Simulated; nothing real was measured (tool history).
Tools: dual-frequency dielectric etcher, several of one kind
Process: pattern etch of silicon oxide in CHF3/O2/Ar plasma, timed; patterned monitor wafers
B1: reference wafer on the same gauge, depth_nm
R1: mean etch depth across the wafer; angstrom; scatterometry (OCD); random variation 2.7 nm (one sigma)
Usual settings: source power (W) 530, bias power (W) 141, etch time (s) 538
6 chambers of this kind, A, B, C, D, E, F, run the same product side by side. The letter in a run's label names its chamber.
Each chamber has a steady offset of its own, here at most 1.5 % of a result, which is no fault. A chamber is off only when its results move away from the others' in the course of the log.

run 1C hour=9.8 | source_power_(W)=530 bias_power_(W)=141 etch_time_(s)=538 | B1=1121.9 | R1=9466.5
run 2F hour=23.7 | source_power_(W)=530 bias_power_(W)=141 etch_time_(s)=538 | B1=1120.5 | R1=9458.8
run 3B hour=35.2 | source_power_(W)=530 bias_power_(W)=141 etch_time_(s)=538 | B1=1120.6 | R1=9383.8
run 4D hour=43.6 | source_power_(W)=530 bias_power_(W)=141 etch_time_(s)=538 | B1=1121 | R1=9422.9
run 5A hour=52.4 | source_power_(W)=530 bias_power_(W)=141 etch_time_(s)=658.5 | B1=1120.6 | R1=11505
run 6E hour=59.7 | source_power_(W)=530 bias_power_(W)=141 etch_time_(s)=658.5 | B1=1121.6 | R1=11429
run 7B hour=74.6 | source_power_(W)=530 bias_power_(W)=141 etch_time_(s)=658.5 | B1=1120.6 | R1=11460
run 8E hour=83.8 | source_power_(W)=530 bias_power_(W)=141 etch_time_(s)=658.5 | B1=1120.5 | R1=11460
run 9F hour=94.2 | source_power_(W)=530 bias_power_(W)=141 etch_time_(s)=658.5 | B1=1121.2 | R1=11559
run 10D hour=107.3 | source_power_(W)=530 bias_power_(W)=141 etch_time_(s)=658.5 | B1=1121.7 | R1=11524
run 11A hour=113.9 | source_power_(W)=530 bias_power_(W)=141 etch_time_(s)=538 | B1=1120.9 | R1=9371.3
run 12C hour=128.4 | source_power_(W)=530 bias_power_(W)=141 etch_time_(s)=538 | B1=1120.9 | R1=9370
run 13A hour=138.3 | source_power_(W)=530 bias_power_(W)=141 etch_time_(s)=538 | B1=1120.7 | R1=9397.9
-- hour=141.9 chamber A: wet clean of the chamber
run 14E hour=150.6 | source_power_(W)=530 bias_power_(W)=141 etch_time_(s)=538 | B1=1121.1 | R1=9411.1
run 15D hour=163.8 | source_power_(W)=530 bias_power_(W)=141 etch_time_(s)=538 | B1=1120.4 | R1=9473.3
run 16C hour=171.6 | source_power_(W)=530 bias_power_(W)=141 etch_time_(s)=538 | B1=1121 | R1=9371.3
run 17B hour=184.9 | source_power_(W)=530 bias_power_(W)=141 etch_time_(s)=384.5 | B1=1120.6 | R1=6680
run 18F hour=193.6 | source_power_(W)=530 bias_power_(W)=141 etch_time_(s)=384.5 | B1=1120.4 | R1=6779.6
run 19D hour=205.5 | source_power_(W)=530 bias_power_(W)=141 etch_time_(s)=384.5 | B1=1121.2 | R1=6771.6
run 20B hour=218.2 | source_power_(W)=530 bias_power_(W)=141 etch_time_(s)=384.5 | B1=1121.3 | R1=6712.2
run 21F hour=229.6 | source_power_(W)=530 bias_power_(W)=141 etch_time_(s)=384.5 | B1=1121 | R1=6779.1
run 22E hour=241 | source_power_(W)=530 bias_power_(W)=141 etch_time_(s)=384.5 | B1=1120.8 | R1=6648.3
run 23C hour=247.6 | source_power_(W)=450 bias_power_(W)=141 etch_time_(s)=538 | B1=1121.6 | R1=8828.1
run 24A hour=261.9 | source_power_(W)=450 bias_power_(W)=141 etch_time_(s)=538 | B1=1121.2 | R1=8778.8
run 25B hour=274.3 | source_power_(W)=450 bias_power_(W)=141 etch_time_(s)=538 | B1=1121.2 | R1=8750.1
-- hour=276.6 chamber B: bias power generator calibrated
run 26A hour=285.3 | source_power_(W)=450 bias_power_(W)=141 etch_time_(s)=538 | B1=1120.7 | R1=8748.1
run 27E hour=294.7 | source_power_(W)=450 bias_power_(W)=141 etch_time_(s)=538 | B1=1121.7 | R1=8757.9
run 28D hour=308.6 | source_power_(W)=450 bias_power_(W)=141 etch_time_(s)=538 | B1=1121.1 | R1=8960.5
run 29F hour=315.2 | source_power_(W)=530 bias_power_(W)=141 etch_time_(s)=538 | B1=1120.4 | R1=9452
-- hour=320.4 chamber F: wet clean of the chamber
run 30C hour=323.3 | source_power_(W)=580 bias_power_(W)=141 etch_time_(s)=641.5 | B1=1121.9 | R1=11622
run 31E hour=333.5 | source_power_(W)=580 bias_power_(W)=141 etch_time_(s)=641.5 | B1=1120.9 | R1=11553
run 32C hour=340.6 | source_power_(W)=580 bias_power_(W)=141 etch_time_(s)=641.5 | B1=1120.8 | R1=11716
run 33D hour=348.1 | source_power_(W)=580 bias_power_(W)=141 etch_time_(s)=641.5 | B1=1121.5 | R1=11884
run 34B hour=358.4 | source_power_(W)=580 bias_power_(W)=141 etch_time_(s)=641.5 | B1=1120.7 | R1=11630
run 35F hour=370.3 | source_power_(W)=580 bias_power_(W)=141 etch_time_(s)=641.5 | B1=1120.9 | R1=11712
run 36A hour=379.7 | source_power_(W)=420 bias_power_(W)=153 etch_time_(s)=538 | B1=1120.9 | R1=8771.5
-- hour=382.1 chamber C: wet clean of the chamber
-- hour=388.4 chamber B: wet clean of the chamber
run 37F hour=392.2 | source_power_(W)=420 bias_power_(W)=153 etch_time_(s)=538 | B1=1121.4 | R1=8896.4
run 38E hour=403.4 | source_power_(W)=420 bias_power_(W)=153 etch_time_(s)=538 | B1=1121.9 | R1=8750.5
run 39A hour=412.2 | source_power_(W)=420 bias_power_(W)=153 etch_time_(s)=538 | B1=1121.1 | R1=8778.1
run 40C hour=421.8 | source_power_(W)=420 bias_power_(W)=153 etch_time_(s)=538 | B1=1120 | R1=8845.6
run 41D hour=429.9 | source_power_(W)=420 bias_power_(W)=153 etch_time_(s)=538 | B1=1120.7 | R1=9134.3
run 42B hour=438.7 | source_power_(W)=530 bias_power_(W)=122 etch_time_(s)=538 | B1=1121.6 | R1=8930.9
run 43A hour=451.2 | source_power_(W)=530 bias_power_(W)=122 etch_time_(s)=538 | B1=1121.1 | R1=8919

Next, every chamber runs the same settings. What will each give?
run 44A hour=461.8 | source_power_(W)=530 bias_power_(W)=141 etch_time_(s)=538 | R1=?
run 44B hour=461.8 | source_power_(W)=530 bias_power_(W)=141 etch_time_(s)=538 | R1=?
run 44C hour=461.8 | source_power_(W)=530 bias_power_(W)=141 etch_time_(s)=538 | R1=?
run 44D hour=461.8 | source_power_(W)=530 bias_power_(W)=141 etch_time_(s)=538 | R1=?
run 44E hour=461.8 | source_power_(W)=530 bias_power_(W)=141 etch_time_(s)=538 | R1=?
run 44F hour=461.8 | source_power_(W)=530 bias_power_(W)=141 etch_time_(s)=538 | R1=?

run=44A R1=9353.9
run=44B R1=9376.4
run=44C R1=9428.6
run=44D R1=9692.2
run=44E R1=9313.7
run=44F R1=9459.3
